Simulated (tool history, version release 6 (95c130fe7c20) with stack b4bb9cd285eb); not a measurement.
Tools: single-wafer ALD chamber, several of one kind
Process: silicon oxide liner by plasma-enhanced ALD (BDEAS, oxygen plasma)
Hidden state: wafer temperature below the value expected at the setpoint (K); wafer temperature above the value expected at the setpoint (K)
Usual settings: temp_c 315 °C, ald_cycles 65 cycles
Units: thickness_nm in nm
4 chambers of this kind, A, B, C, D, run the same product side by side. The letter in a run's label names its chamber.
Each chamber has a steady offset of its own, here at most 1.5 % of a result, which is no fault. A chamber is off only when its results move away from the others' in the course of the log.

run,hour,temp_c,ald_cycles,hours since the last thermocouple change,"read-back reference wafer on the same gauge, thickness_nm",thickness_nm
1C,6.7,315,65,281.7,5.7587,5.9847
2B,16.9,315,65,1661.7,5.7570,5.9308
3D,25.4,315,65,679.8,5.7594,5.9090
4A,36.8,315,65,477.0,5.7580,5.9794
5A,46.8,315,65,487.0,5.7548,5.9671
6B,53.0,315,65,1697.8,5.7616,5.9438
7D,61.7,324,60,716.1,5.7574,5.3555
8C,69.0,324,60,344.0,5.7533,5.4331
9B,76.3,324,60,1721.1,5.7589,5.4150
10A,81.7,324,60,521.9,5.7594,5.4438
11D,92.8,315,65,747.2,5.7589,5.8460
12C,100.7,315,65,375.7,5.7570,5.9748
13A,107.5,315,65,547.7,5.7605,5.9691
14D,113.0,315,65,767.4,5.7630,5.9236
15C,124.7,315,65,399.7,5.7608,5.9714
16B,132.0,315,65,1776.8,5.7618,5.9425
17C,138.6,315,65,413.6,5.7622,5.9612
18B,146.5,315,53,1791.3,5.7583,4.8464
19D,156.3,315,53,810.7,5.7567,4.7884
20A,166.8,315,53,607.0,5.7575,4.8744
21A,174.3,315,53,614.5,5.7563,4.8798
22B,180.7,315,65,1825.5,5.7596,5.9135
23C,189.3,315,65,464.3,5.7621,5.9722
24D,199.8,315,65,854.2,5.7588,5.9083
25D,210.1,315,65,864.5,5.7594,5.8646
26B,215.2,309,76,1860.0,5.7602,7.0240
27A,222.3,309,76,662.5,5.7645,7.0178
28C,227.4,309,76,502.4,5.7610,7.0297
29B,234.9,309,76,1879.7,5.7634,7.0018
30D,246.1,315,65,900.5,5.7588,5.8740
31A,257.1,315,54,697.3,5.7624,4.9705

All 4 chambers run these settings next. Forecast each chamber's results:
32A,265.5,309,65,,,?
32B,265.5,309,65,,,?
32C,265.5,309,65,,,?
32D,265.5,309,65,,,?

run,thickness_nm
32A,6.0608
32B,5.9787
32C,6.0085
32D,5.9418

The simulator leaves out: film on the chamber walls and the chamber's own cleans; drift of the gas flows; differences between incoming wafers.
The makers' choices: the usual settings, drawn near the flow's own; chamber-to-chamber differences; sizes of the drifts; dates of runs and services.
